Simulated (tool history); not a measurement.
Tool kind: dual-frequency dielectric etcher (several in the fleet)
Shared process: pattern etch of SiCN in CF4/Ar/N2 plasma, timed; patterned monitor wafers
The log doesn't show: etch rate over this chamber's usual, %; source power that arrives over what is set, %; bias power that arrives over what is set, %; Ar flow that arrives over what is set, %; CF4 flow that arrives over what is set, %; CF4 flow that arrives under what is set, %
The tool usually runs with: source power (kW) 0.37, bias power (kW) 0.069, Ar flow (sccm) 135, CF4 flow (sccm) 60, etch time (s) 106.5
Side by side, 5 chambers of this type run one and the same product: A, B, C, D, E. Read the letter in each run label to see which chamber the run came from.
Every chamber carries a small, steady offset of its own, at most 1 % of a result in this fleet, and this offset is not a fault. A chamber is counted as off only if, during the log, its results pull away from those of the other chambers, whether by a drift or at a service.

| run | hour | source power (kW) | bias power (kW) | Ar flow (sccm) | CF4 flow (sccm) | etch time (s) | hours since the last wet clean | hours since the last source power generator calibration | hours since the last bias power generator calibration | hours since the last Ar flow controller change | hours since the last CF4 flow controller change | read-back reference wafer on the same gauge, depth_nm | mean etch depth across the wafer (nm) |
|---|---|---|---|---|---|---|---|---|---|---|---|---|---|
| 1E | 8.4 | 0.37 | 0.069 | 135 | 60 | 106.5 | 131.6 | 1730.4 | 1689.1 | 2008.4 | 2463.5 | 81.711 | 70.111 |
| 2D | 16.2 | 0.37 | 0.069 | 135 | 60 | 106.5 | 348.5 | 1886.5 | 3668 | 801.2 | 3282.6 | 81.68 | 70.929 |
| 3C | 26.3 | 0.37 | 0.069 | 135 | 60 | 106.5 | 417.2 | 1368.4 | 1074.2 | 1603.2 | 2158.2 | 81.728 | 70.834 |
| 4A | 34.5 | 0.37 | 0.069 | 135 | 60 | 106.5 | 328.4 | 1524.5 | 144.3 | 37.2 | 3363.4 | 81.784 | 69.954 |
| 5B | 41.9 | 0.37 | 0.069 | 135 | 60 | 106.5 | 285.7 | 308.3 | 592.3 | 1693.6 | 990.1 | 81.775 | 70.552 |
|  | 45.3 | chamber A: wet clean of the chamber |
| 6C | 51.7 | 0.3 | 0.069 | 135 | 60 | 106.5 | 442.6 | 1393.8 | 1099.6 | 1628.6 | 2183.6 | 81.74 | 58.933 |
|  | 57.9 | chamber E: CF4 flow controller replaced |
| 7E | 59.1 | 0.3 | 0.069 | 135 | 60 | 106.5 | 182.3 | 1781.1 | 1739.8 | 2059.1 | 1.2 | 81.75 | 59.125 |
| 8D | 69.2 | 0.3 | 0.069 | 135 | 60 | 106.5 | 401.5 | 1939.5 | 3721 | 854.2 | 3335.6 | 81.716 | 59.364 |
| 9B | 78.5 | 0.3 | 0.069 | 135 | 60 | 106.5 | 322.3 | 344.9 | 628.9 | 1730.2 | 1026.7 | 81.822 | 59.049 |
|  | 83.2 | chamber D: wet clean of the chamber |
| 10A | 88.2 | 0.3 | 0.069 | 135 | 60 | 106.5 | 42.9 | 1578.2 | 198 | 90.9 | 3417.1 | 81.716 | 58.429 |
|  | 91 | chamber B: wet clean of the chamber |
| 11B | 93.3 | 0.37 | 0.069 | 135 | 60 | 106.5 | 2.4 | 359.7 | 643.7 | 1745 | 1041.5 | 81.772 | 71.356 |
|  | 99.7 | chamber C: wet clean of the chamber |
| 12C | 102.2 | 0.37 | 0.069 | 135 | 60 | 106.5 | 2.5 | 1444.3 | 1150.1 | 1679.1 | 2234.1 | 81.699 | 72.67 |
| 13A | 110.6 | 0.37 | 0.069 | 135 | 60 | 106.5 | 65.3 | 1600.6 | 220.4 | 113.3 | 3439.5 | 81.698 | 70.881 |
| 14D | 115.3 | 0.37 | 0.069 | 135 | 60 | 106.5 | 32.2 | 1985.6 | 3767.1 | 900.3 | 3381.7 | 81.794 | 70.937 |
| 15E | 123.4 | 0.37 | 0.069 | 135 | 60 | 106.5 | 246.6 | 1845.4 | 1804.1 | 2123.4 | 65.5 | 81.814 | 70.929 |
| 16C | 129.5 | 0.44 | 0.069 | 135 | 60 | 106.5 | 29.8 | 1471.6 | 1177.4 | 1706.4 | 2261.4 | 81.79 | 85.668 |
| 17A | 136.8 | 0.44 | 0.069 | 135 | 60 | 106.5 | 91.5 | 1626.8 | 246.6 | 139.5 | 3465.7 | 81.743 | 82.692 |
| 18E | 145.4 | 0.44 | 0.069 | 135 | 60 | 106.5 | 268.6 | 1867.4 | 1826.1 | 2145.4 | 87.5 | 81.934 | 81.362 |
| 19B | 149.9 | 0.44 | 0.069 | 135 | 60 | 106.5 | 59 | 416.3 | 700.3 | 1801.6 | 1098.1 | 81.804 | 81.792 |
| 20D | 159.2 | 0.44 | 0.069 | 135 | 60 | 106.5 | 76.1 | 2029.5 | 3811 | 944.2 | 3425.6 | 81.763 | 82.116 |
| 21C | 169.2 | 0.37 | 0.069 | 135 | 60 | 106.5 | 69.5 | 1511.3 | 1217.1 | 1746.1 | 2301.1 | 81.859 | 73.307 |
| 22B | 178.4 | 0.37 | 0.069 | 135 | 60 | 106.5 | 87.5 | 444.8 | 728.8 | 1830.1 | 1126.6 | 81.972 | 71.1 |
| 23A | 185.3 | 0.37 | 0.069 | 135 | 60 | 106.5 | 140 | 1675.3 | 295.1 | 188 | 3514.2 | 81.854 | 70.304 |
| 24E | 192.8 | 0.37 | 0.069 | 135 | 70 | 106.5 | 316 | 1914.8 | 1873.5 | 2192.8 | 134.9 | 81.873 | 72.424 |
| 25D | 198.2 | 0.37 | 0.069 | 135 | 70 | 106.5 | 115.1 | 2068.5 | 3850 | 983.2 | 3464.6 | 81.859 | 72.185 |
| 26E | 203.8 | 0.37 | 0.069 | 135 | 70 | 106.5 | 327 | 1925.8 | 1884.5 | 2203.8 | 145.9 | 81.827 | 72.456 |
| 27C | 211.8 | 0.37 | 0.069 | 135 | 70 | 106.5 | 112.1 | 1553.9 | 1259.7 | 1788.7 | 2343.7 | 81.75 | 74.12 |
| 28A | 221.6 | 0.37 | 0.069 | 135 | 70 | 106.5 | 176.3 | 1711.6 | 331.4 | 224.3 | 3550.5 | 81.82 | 71.819 |
| 29D | 227.4 | 0.37 | 0.069 | 135 | 60 | 106.5 | 144.3 | 2097.7 | 3879.2 | 1012.4 | 3493.8 | 81.911 | 70.376 |
| 30B | 232.8 | 0.37 | 0.069 | 135 | 60 | 106.5 | 141.9 | 499.2 | 783.2 | 1884.5 | 1181 | 81.812 | 70.449 |
| 31A | 241.3 | 0.37 | 0.069 | 135 | 54 | 106.5 | 196 | 1731.3 | 351.1 | 244 | 3570.2 | 81.862 | 68.696 |
| 32B | 250.9 | 0.37 | 0.069 | 135 | 54 | 106.5 | 160 | 517.3 | 801.3 | 1902.6 | 1199.1 | 81.847 | 69.584 |
| 33D | 255.7 | 0.37 | 0.069 | 135 | 54 | 106.5 | 172.6 | 2126 | 3907.5 | 1040.7 | 3522.1 | 81.846 | 70.779 |
| 34C | 263.8 | 0.37 | 0.069 | 135 | 54 | 106.5 | 164.1 | 1605.9 | 1311.7 | 1840.7 | 2395.7 | 81.707 | 71.934 |
| 35E | 272.8 | 0.37 | 0.069 | 135 | 54 | 106.5 | 396 | 1994.8 | 1953.5 | 2272.8 | 214.9 | 81.876 | 69.69 |

Which is it: a chamber that has drifted or been left off by a service, a gauge drift common to all chambers, or only each chamber's usual small offset? If a chamber is off, name it and its likeliest cause.

Chamber C came out of a service off from its peers and stayed that way.
Likeliest cause: etch rate over this chamber's usual, % = 3.44.

Here are 4 candidates for chamber C's next run, each the usual settings with a change, their results left as question marks. Which one brings its results back in line with what the others give on the usual settings?
In-line tolerance around the mean of the other chambers on the usual settings: mean etch depth across the wafer (nm) 1.4
| 36C-1 | 280.1 | 0.37 | 0.07 | 135 | 60 | 110 |  |  |  |  |  |  | ? |
| 36C-2 | 280.1 | 0.37 | 0.069 | 135 | 39 | 106.5 |  |  |  |  |  |  | ? |
| 36C-3 | 280.1 | 0.37 | 0.068 | 135 | 60 | 103 |  |  |  |  |  |  | ? |
| 36C-4 | 280.1 | 0.38 | 0.07 | 134 | 60 | 111 |  |  |  |  |  |  | ? |

Mean of the other chambers on the usual settings: mean etch depth across the wafer (nm) 70.626
| run | mean etch depth across the wafer (nm) |
|---|---|
| 36C-1 | 76.138 |
| 36C-2 | 68.373 |
| 36C-3 | 70.515 |
| 36C-4 | 78.753 |
It is 36C-3 that realigns the chamber with its peers.

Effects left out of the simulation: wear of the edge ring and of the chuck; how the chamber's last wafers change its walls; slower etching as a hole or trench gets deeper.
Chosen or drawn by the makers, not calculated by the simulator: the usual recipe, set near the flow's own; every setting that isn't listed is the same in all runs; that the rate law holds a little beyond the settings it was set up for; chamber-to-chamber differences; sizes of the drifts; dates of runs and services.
